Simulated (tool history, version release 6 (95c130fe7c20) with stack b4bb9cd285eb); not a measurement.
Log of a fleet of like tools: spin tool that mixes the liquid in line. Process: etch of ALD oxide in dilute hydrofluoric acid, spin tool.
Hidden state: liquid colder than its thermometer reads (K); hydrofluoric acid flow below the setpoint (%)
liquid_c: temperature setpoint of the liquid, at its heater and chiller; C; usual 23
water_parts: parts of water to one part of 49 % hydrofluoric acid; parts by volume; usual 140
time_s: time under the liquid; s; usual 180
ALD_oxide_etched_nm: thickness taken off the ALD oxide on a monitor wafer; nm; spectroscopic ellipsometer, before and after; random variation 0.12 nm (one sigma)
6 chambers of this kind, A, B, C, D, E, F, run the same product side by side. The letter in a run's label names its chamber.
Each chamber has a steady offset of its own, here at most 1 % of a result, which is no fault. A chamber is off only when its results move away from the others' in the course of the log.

| run | hour | liquid_c | water_parts | time_s | hours since the thermometer was replaced | hours since the hydrofluoric acid flow meter was replaced | read-back film thickness of the ALD oxide reference wafer, read on the same gauge (nm) | ALD_oxide_etched_nm |
|---|---|---|---|---|---|---|---|---|
| 1B | 6.2 | 23 | 140 | 180 | 1829.8 | 464.1 | 100.01 | 19.11 |
| 2F | 9.2 | 23 | 140 | 180 | 14.6 | 665.1 | 99.986 | 19.306 |
| 3D | 15 | 23 | 140 | 180 | 638.4 | 87.6 | 99.952 | 19.339 |
| 4C | 18.1 | 23 | 140 | 180 | 1254.8 | 266.6 | 100.01 | 19.083 |
| 5A | 21.5 | 23 | 140 | 180 | 358.5 | 1168.6 | 99.962 | 19.164 |
| 6E | 27.5 | 23 | 140 | 180 | 973.6 | 608.9 | 100.03 | 19.333 |
| 7C | 30.3 | 23 | 140 | 180 | 1267 | 278.8 | 99.995 | 19.221 |
| 8B | 35.1 | 23 | 140 | 180 | 1858.7 | 493 | 100.01 | 19.372 |
| 9F | 38.3 | 25.5 | 140 | 80 | 43.7 | 694.2 | 99.984 | 9.3806 |
| 10A | 43.4 | 25.5 | 140 | 80 | 380.4 | 1190.5 | 99.973 | 9.3204 |
| 11D | 48.2 | 25.5 | 140 | 80 | 671.6 | 120.8 | 100.01 | 9.4265 |
| 12E | 52 | 25.5 | 140 | 80 | 998.1 | 633.4 | 100.02 | 9.4274 |
| 13D | 57.2 | 25.5 | 140 | 80 | 680.6 | 129.8 | 100.01 | 9.4057 |
| 14C | 61.7 | 25.5 | 140 | 80 | 1298.4 | 310.2 | 99.998 | 9.3876 |
| 15F | 65.5 | 23 | 140 | 180 | 70.9 | 721.4 | 99.981 | 19.282 |
| 16B | 71.5 | 23 | 140 | 180 | 1895.1 | 529.4 | 99.986 | 19.061 |
| 17E | 74.9 | 23 | 140 | 180 | 1021 | 656.3 | 100.02 | 19.249 |
| 18A | 79.5 | 23 | 140 | 180 | 416.5 | 1226.6 | 100.04 | 19.134 |
| 19D | 82.6 | 23 | 140 | 180 | 706 | 155.2 | 99.977 | 19.216 |
| 20E | 85.9 | 23 | 140 | 180 | 1032 | 667.3 | 99.994 | 19.361 |
| 21B | 91.1 | 23 | 140 | 180 | 1914.7 | 549 | 99.995 | 18.966 |
| 22A | 94.6 | 23 | 160 | 145 | 431.6 | 1241.7 | 99.989 | 13.318 |
| 23F | 99.4 | 23 | 160 | 145 | 104.8 | 755.3 | 99.99 | 13.321 |
| 24C | 104.3 | 23 | 160 | 145 | 1341 | 352.8 | 100.01 | 13.266 |
| 25F | 107.6 | 23 | 160 | 145 | 113 | 763.5 | 99.97 | 13.258 |
| 26D | 110.4 | 23 | 160 | 145 | 733.8 | 183 | 99.973 | 13.289 |
| 27B | 116.1 | 23 | 160 | 145 | 1939.7 | 574 | 100.02 | 12.974 |
| 28C | 121.9 | 23 | 140 | 180 | 1358.6 | 370.4 | 99.987 | 19.167 |
| 29A | 125.7 | 23 | 140 | 180 | 462.7 | 1272.8 | 99.97 | 18.988 |
| 30E | 128.5 | 23 | 140 | 180 | 1074.6 | 709.9 | 99.992 | 19.168 |
| 31E | 133.7 | 23 | 140 | 180 | 1079.8 | 715.1 | 100.03 | 19.424 |
| 32B | 136.4 | 23 | 140 | 180 | 1960 | 594.3 | 99.998 | 18.583 |
| 33A | 140.9 | 21 | 140 | 140 | 477.9 | 1288 | 100.01 | 13.772 |
| 34C | 145.4 | 21 | 140 | 140 | 1382.1 | 393.9 | 100.02 | 13.856 |
| 35F | 149.3 | 21 | 140 | 140 | 154.7 | 805.2 | 100.02 | 13.759 |
| 36D | 155.1 | 21 | 140 | 140 | 778.5 | 227.7 | 100.04 | 13.923 |
| 37C | 158 | 21 | 140 | 140 | 1394.7 | 406.5 | 100.06 | 13.92 |
| 38E | 163.2 | 21 | 140 | 140 | 1109.3 | 744.6 | 100.06 | 13.856 |
| 39F | 167.3 | 23 | 140 | 180 | 172.7 | 823.2 | 100.04 | 19.395 |
| 40B | 172.9 | 23 | 140 | 180 | 1996.5 | 630.8 | 99.976 | 18.552 |
| 41A | 177.6 | 23 | 140 | 180 | 514.6 | 1324.7 | 99.994 | 18.918 |
| 42D | 181.3 | 23 | 140 | 180 | 804.7 | 253.9 | 100 | 19.234 |

Next, every chamber runs the same settings. What will each give?
| 43A | 185.8 | 23 | 140 | 180 |  |  |  | ? |
| 43B | 185.8 | 23 | 140 | 180 |  |  |  | ? |
| 43C | 185.8 | 23 | 140 | 180 |  |  |  | ? |
| 43D | 185.8 | 23 | 140 | 180 |  |  |  | ? |
| 43E | 185.8 | 23 | 140 | 180 |  |  |  | ? |
| 43F | 185.8 | 23 | 140 | 180 |  |  |  | ? |

| run | ALD_oxide_etched_nm |
|---|---|
| 43A | 18.987 |
| 43B | 18.689 |
| 43C | 19.276 |
| 43D | 19.137 |
| 43E | 19.31 |
| 43F | 19.42 |

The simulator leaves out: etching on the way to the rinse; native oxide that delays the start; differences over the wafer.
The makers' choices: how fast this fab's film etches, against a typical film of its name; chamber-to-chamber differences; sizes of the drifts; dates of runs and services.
